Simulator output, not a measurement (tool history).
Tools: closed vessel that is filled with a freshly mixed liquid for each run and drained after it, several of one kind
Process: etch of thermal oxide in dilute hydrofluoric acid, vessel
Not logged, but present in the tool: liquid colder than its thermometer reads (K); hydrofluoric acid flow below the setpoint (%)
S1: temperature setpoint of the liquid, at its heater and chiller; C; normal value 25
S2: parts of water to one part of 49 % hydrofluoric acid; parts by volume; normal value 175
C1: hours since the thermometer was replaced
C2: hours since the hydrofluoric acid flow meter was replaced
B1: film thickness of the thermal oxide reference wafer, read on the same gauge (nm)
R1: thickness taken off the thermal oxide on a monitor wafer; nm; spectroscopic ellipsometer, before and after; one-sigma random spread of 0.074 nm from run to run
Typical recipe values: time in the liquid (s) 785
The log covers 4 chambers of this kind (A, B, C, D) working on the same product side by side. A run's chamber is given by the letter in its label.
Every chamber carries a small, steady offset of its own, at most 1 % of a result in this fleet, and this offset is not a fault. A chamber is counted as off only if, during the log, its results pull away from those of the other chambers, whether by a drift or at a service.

Run 1B, hour 4.8: usual settings; C1 127.4; C2 32.9; B1 150.02. Result: R1 20.614 nm.
Run 2D, hour 9.9: usual settings; C1 1371.9; C2 380.7; B1 150. Result: R1 20.626 nm.
Run 3C, hour 15.1: usual settings; C1 1111.2; C2 290.6; B1 150. Result: R1 20.936 nm.
Run 4A, hour 19.4: usual settings; C1 130.8; C2 159.9; B1 149.99. Result: R1 20.655 nm.
Run 5D, hour 25.4: usual settings but S1 29 C, S2 240 parts by volume; C1 1387.4; C2 396.2; B1 149.99. Result: R1 16.025 nm.
Run 6B, hour 31.5: usual settings but S1 29 C, S2 240 parts by volume; C1 154.1; C2 59.6; B1 150.03. Result: R1 16.104 nm.
Run 7C, hour 39.5: usual settings but S1 29 C, S2 240 parts by volume; C1 1135.6; C2 315; B1 149.97. Result: R1 16.137 nm.
Run 8A, hour 45.3: usual settings but S1 29 C, S2 240 parts by volume; C1 156.7; C2 185.8; B1 149.99. Result: R1 16.132 nm.
At hour 46.8: chamber D: hydrofluoric acid flow meter replaced.
Run 9B, hour 52.9: usual settings; C1 175.5; C2 81; B1 149.96. Result: R1 20.787 nm.
Run 10A, hour 60.1: usual settings; C1 171.5; C2 200.6; B1 150.02. Result: R1 20.54 nm.
Run 11C, hour 66.1: usual settings; C1 1162.2; C2 341.6; B1 149.95. Result: R1 20.761 nm.
Run 12D, hour 72.7: usual settings; C1 1434.7; C2 26; B1 150. Result: R1 20.403 nm.
Run 13D, hour 80.1: usual settings but S1 23.5 C, S2 220 parts by volume; C1 1442.1; C2 33.4; B1 149.99. Result: R1 14.499 nm.
Run 14A, hour 84.5: usual settings but S1 23.5 C, S2 220 parts by volume; C1 195.9; C2 225; B1 149.98. Result: R1 14.741 nm.
Run 15B, hour 89.1: usual settings but S1 23.5 C, S2 220 parts by volume; C1 211.7; C2 117.2; B1 150. Result: R1 14.789 nm.
Run 16C, hour 93.3: usual settings but S1 23.5 C, S2 220 parts by volume; C1 1189.4; C2 368.8; B1 150.02. Result: R1 14.753 nm.
Run 17D, hour 97.7: usual settings but S1 30 C, S2 90 parts by volume; C1 1459.7; C2 51; B1 150. Result: R1 53.824 nm.
Run 18A, hour 102.5: usual settings but S1 30 C, S2 90 parts by volume; C1 213.9; C2 243; B1 150. Result: R1 53.186 nm.
Run 19B, hour 110: usual settings but S1 30 C, S2 90 parts by volume; C1 232.6; C2 138.1; B1 149.98. Result: R1 54.603 nm.
Run 20C, hour 116.2: usual settings but S1 30 C, S2 90 parts by volume; C1 1212.3; C2 391.7; B1 149.99. Result: R1 55.254 nm.
Run 21D, hour 122.3: usual settings but S2 115 parts by volume, time in the liquid (s) 1215; C1 1484.3; C2 75.6; B1 149.97. Result: R1 51.159 nm.
Run 22B, hour 128.9: usual settings but S2 115 parts by volume, time in the liquid (s) 1215; C1 251.5; C2 157; B1 150.01. Result: R1 52.513 nm.
Run 23A, hour 137.4: usual settings but S2 115 parts by volume, time in the liquid (s) 1215; C1 248.8; C2 277.9; B1 149.95. Result: R1 51.519 nm.
Run 24C, hour 144.1: usual settings but S2 115 parts by volume, time in the liquid (s) 1215; C1 1240.2; C2 419.6; B1 150. Result: R1 52.987 nm.
Run 25A, hour 151.2: usual settings but time in the liquid (s) 1100; C1 262.6; C2 291.7; B1 150.03. Result: R1 28.877 nm.
Run 26D, hour 156: usual settings but time in the liquid (s) 1100; C1 1518; C2 109.3; B1 150.03. Result: R1 28.49 nm.
Run 27C, hour 164.8: usual settings but time in the liquid (s) 1100; C1 1260.9; C2 440.3; B1 150. Result: R1 29.283 nm.
Run 28B, hour 171.3: usual settings but time in the liquid (s) 1100; C1 293.9; C2 199.4; B1 149.99. Result: R1 29.168 nm.
Run 29B, hour 176.8: usual settings; C1 299.4; C2 204.9; B1 150. Result: R1 20.756 nm.
Run 30A, hour 182.9: usual settings; C1 294.3; C2 323.4; B1 150.02. Result: R1 20.605 nm.
Run 31D, hour 191.7: usual settings; C1 1553.7; C2 145; B1 149.98. Result: R1 20.055 nm.
Run 32C, hour 200.7: usual settings; C1 1296.8; C2 476.2; B1 150.02. Result: R1 20.781 nm.
Run 33D, hour 208.2: usual settings; C1 1570.2; C2 161.5; B1 149.99. Result: R1 19.931 nm.
Run 34C, hour 213.1: usual settings; C1 1309.2; C2 488.6; B1 149.97. Result: R1 20.647 nm.
Run 35B, hour 217.8: usual settings; C1 340.4; C2 245.9; B1 150.02. Result: R1 20.726 nm.
Run 36A, hour 226.3: usual settings; C1 337.7; C2 366.8; B1 149.98. Result: R1 20.46 nm.
Run 37D, hour 232.4: usual settings; C1 1594.4; C2 185.7; B1 149.99. Result: R1 19.935 nm.
Run 38C, hour 236.4: usual settings but S1 21 C, S2 135 parts by volume; C1 1332.5; C2 511.9; B1 149.94. Result: R1 24.135 nm.
Run 39B, hour 241.7: usual settings but S1 21 C, S2 135 parts by volume; C1 364.3; C2 269.8; B1 149.96. Result: R1 24.156 nm.
Run 40A, hour 248.2: usual settings but S1 21 C, S2 135 parts by volume; C1 359.6; C2 388.7; B1 149.99. Result: R1 23.825 nm.
Run 41A, hour 255.7: usual settings but S1 21 C, S2 135 parts by volume; C1 367.1; C2 396.2; B1 150.06. Result: R1 23.807 nm.

Does one chamber stand apart from the rest, does the shared gauge drift, or is all well apart from small per-chamber offsets? Give the chamber and the most likely cause, where there is one.

Chamber D drifts away from the others.
Cause: liquid colder than its thermometer reads (K) = 1.1.

Chamber D could run next with any of the 4 candidate recipes listed below; each alters the usual settings, and their results appear as question marks. Which one brings its results back in line with what the other chambers deliver on the usual settings?
In line means no further than this from the other chambers' mean on the usual settings: R1 0.26 nm
Run 42D-1, hour 262.2: usual settings but time in the liquid (s) 755. Result: R1 ?.
Run 42D-2, hour 262.2: usual settings but time in the liquid (s) 820. Result: R1 ?.
Run 42D-3, hour 262.2: usual settings but S2 170 parts by volume, time in the liquid (s) 810. Result: R1 ?.
Run 42D-4, hour 262.2: usual settings but S2 180 parts by volume, time in the liquid (s) 760. Result: R1 ?.

Other chambers, usual settings, mean: R1 20.672 nm
  run      R1
42D-1  18.999
42D-2  20.635
42D-3  21.107
42D-4  18.485
42D-2 puts the chamber back in line with the other chambers.

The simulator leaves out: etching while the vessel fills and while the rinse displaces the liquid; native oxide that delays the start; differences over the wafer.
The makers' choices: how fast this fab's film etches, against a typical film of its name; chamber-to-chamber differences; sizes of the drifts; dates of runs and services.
